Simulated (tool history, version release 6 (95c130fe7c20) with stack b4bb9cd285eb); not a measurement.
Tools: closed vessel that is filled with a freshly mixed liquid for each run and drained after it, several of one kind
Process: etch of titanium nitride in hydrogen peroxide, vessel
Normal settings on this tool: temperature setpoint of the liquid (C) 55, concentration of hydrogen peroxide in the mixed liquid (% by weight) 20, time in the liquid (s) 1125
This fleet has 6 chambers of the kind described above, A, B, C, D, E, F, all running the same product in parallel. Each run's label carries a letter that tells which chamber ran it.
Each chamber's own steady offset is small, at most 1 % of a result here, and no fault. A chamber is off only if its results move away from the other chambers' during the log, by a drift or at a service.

run,hour,temperature setpoint of the liquid (C),concentration of hydrogen peroxide in the mixed liquid (% by weight),time in the liquid (s),hours since the thermometer was replaced,hours since the peroxide flow meter was replaced,hours since the drum of peroxide was connected,"read-back film thickness of the titanium nitride reference wafer, read on the same gauge (nm)",thickness taken off the titanium nitride on a monitor wafer (nm)
1D,4.4,55,20,1125,1584.4,1024.6,1039.2,90.011,47.282
# hour 4.6: chamber E: new drum of peroxide connected
2E,10.6,55,20,1125,1307.4,557.1,6,89.999,47.563
3B,16.8,55,20,1125,1842.7,475.7,984.7,90.005,47.236
4A,21.8,55,20,1125,1102.9,159,210.8,89.984,47.743
5C,28.4,55,20,1125,1014.1,1136.4,806.7,90.005,47.841
6F,35.8,55,20,1125,803,1341.4,725.1,89.996,47.403
7B,42.1,55,20,1125,1868,501,1010,89.991,47.703
8C,46.7,55,20,1125,1032.4,1154.7,825,89.996,47.758
9E,52.8,55,20,1125,1349.6,599.3,48.2,90.004,47.343
# hour 56.3: chamber F: new drum of peroxide connected
10F,59.8,55,20,890,827,1365.4,3.5,90.001,37.417
11A,65.1,55,20,890,1146.2,202.3,254.1,90.009,37.594
12D,71.3,55,20,890,1651.3,1091.5,1106.1,90.013,37.101
13A,78,55,20,890,1159.1,215.2,267,89.981,37.723
14F,81.2,55,20,890,848.4,1386.8,24.9,90.001,37.379
15D,86.7,55,20,890,1666.7,1106.9,1121.5,89.992,37.104
16B,93.9,55,20,1125,1919.8,552.8,1061.8,90.026,47.769
17C,98.3,55,20,1125,1084,1206.3,876.6,89.985,47.287
18E,102.8,55,20,1125,1399.6,649.3,98.2,89.994,47.299
# hour 104.9: chamber B: peroxide flow meter replaced
19F,107.6,55,20,1125,874.8,1413.2,51.3,90.001,47.686
20E,112.7,55,20,1125,1409.5,659.2,108.1,90.019,47.138
21C,118.2,55,20,1125,1103.9,1226.2,896.5,90.01,47.507
22B,122,55,20,1125,1947.9,17.1,1089.9,89.997,47.274
23D,127.8,55,20,1125,1707.8,1148,1162.6,90,48.288
24A,131.9,55,20,1125,1213,269.1,320.9,90.006,47.594
25F,136.3,55,20,1125,903.5,1441.9,80,89.988,47.276
26D,141.6,55,20,1125,1721.6,1161.8,1176.4,89.991,48.373
27A,145.7,55,20,1125,1226.8,282.9,334.7,89.991,47.286
# hour 149.1: chamber D: peroxide flow meter replaced
28C,151.6,55,20,1125,1137.3,1259.6,929.9,89.98,47.652
29B,155.4,50.5,15.5,1125,1981.3,50.5,1123.3,90.017,32.507
30E,159,50.5,15.5,1125,1455.8,705.5,154.4,90.001,32.69
31A,164.3,50.5,15.5,1125,1245.4,301.5,353.3,90.002,32.734
32D,169.3,50.5,15.5,1125,1749.3,20.2,1204.1,90.005,33.773
33C,172.7,50.5,15.5,1125,1158.4,1280.7,951,90.006,32.984
34F,176,50.5,15.5,1125,943.2,1481.6,119.7,90.009,32.687
35E,179.1,55,20,1360,1475.9,725.6,174.5,89.998,57.059
36B,186.3,55,20,1360,2012.2,81.4,1154.2,90,57.511
37E,189.8,55,20,1360,1486.6,736.3,185.2,89.988,57.305
38A,194.3,55,20,1360,1275.4,331.5,383.3,89.998,57.833
39B,198.6,55,20,1360,2024.5,93.7,1166.5,89.986,57.615
40F,202.4,55,20,1360,969.6,1508,146.1,89.995,56.854
41C,208.3,55,20,1125,1194,1316.3,986.6,90.01,47.716
42D,213.9,55,16.5,805,1793.9,64.8,1248.7,90.004,34.019
43D,217.2,55,16.5,805,1797.2,68.1,1252,90.003,34.272

Next, all 6 chambers run the settings below, one line each with question marks for the results. What does each chamber give?
44A,222.4,55,20,1125,,,,,?
44B,222.4,55,20,1125,,,,,?
44C,222.4,55,20,1125,,,,,?
44D,222.4,55,20,1125,,,,,?
44E,222.4,55,20,1125,,,,,?
44F,222.4,55,20,1125,,,,,?

run,thickness taken off the titanium nitride on a monitor wafer (nm)
44A,47.629
44B,47.399
44C,47.483
44D,49.621
44E,47.48
44F,47.219
